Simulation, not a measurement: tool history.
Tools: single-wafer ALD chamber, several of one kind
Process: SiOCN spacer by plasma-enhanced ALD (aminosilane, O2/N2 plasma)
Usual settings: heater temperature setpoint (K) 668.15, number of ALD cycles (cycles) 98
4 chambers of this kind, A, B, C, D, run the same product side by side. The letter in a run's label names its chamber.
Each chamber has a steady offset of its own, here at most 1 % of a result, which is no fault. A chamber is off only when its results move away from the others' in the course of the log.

run,hour,heater temperature setpoint (K),number of ALD cycles (cycles),hours since the last thermocouple change,"read-back reference wafer on the same gauge, thickness_nm",mean film thickness on the monitor wafer (Å)
1D,11.1,668.15,98,1565.4,6.0395,59.660
2C,18.2,668.15,98,519.6,6.0376,58.938
3A,23.7,668.15,98,852.1,6.0353,59.565
4B,30.9,668.15,98,1774.5,6.0371,58.790
5B,39.5,668.15,98,1783.1,6.0344,58.815
6C,44.7,668.15,98,546.1,6.0362,58.899
7A,54.1,668.15,98,882.5,6.0354,59.441
8D,62.2,668.15,98,1616.5,6.0300,59.477
9C,67.1,668.15,98,568.5,6.0306,58.925
10D,74.5,668.15,98,1628.8,6.0311,59.582
11B,83.6,668.15,98,1827.2,6.0296,58.629
12A,90.3,668.15,98,918.7,6.0292,59.447
13D,100.6,668.15,98,1654.9,6.0268,59.438
14A,105.5,668.15,98,933.9,6.0279,59.597
15B,113.1,668.15,98,1856.7,6.0241,58.768
16C,123.0,668.15,98,624.4,6.0249,58.883
17A,129.9,668.15,98,958.3,6.0241,59.454
18C,139.7,668.15,98,641.1,6.0232,58.813
19D,148.8,668.15,98,1703.1,6.0228,59.414
20B,155.6,668.15,98,1899.2,6.0206,58.511
21A,165.0,654.15,98,993.4,6.0198,59.338
22B,172.6,654.15,98,1916.2,6.0183,58.617
23C,180.9,654.15,98,682.3,6.0182,58.726
24D,186.9,654.15,98,1741.2,6.0167,59.423
25A,192.6,668.15,98,1021.0,6.0159,59.387
26D,202.1,668.15,98,1756.4,6.0156,59.294
27B,209.8,668.15,98,1953.4,6.0149,58.678
28C,215.8,668.15,98,717.2,6.0116,58.713
29A,223.9,668.15,98,1052.3,6.0104,59.368

All 4 chambers run these settings next. Forecast each chamber's results:
30A,231.9,653.15,98,,,?
30B,231.9,653.15,98,,,?
30C,231.9,653.15,98,,,?
30D,231.9,653.15,98,,,?

run,mean film thickness on the monitor wafer (Å)
30A,59.285
30B,58.537
30C,58.626
30D,59.388
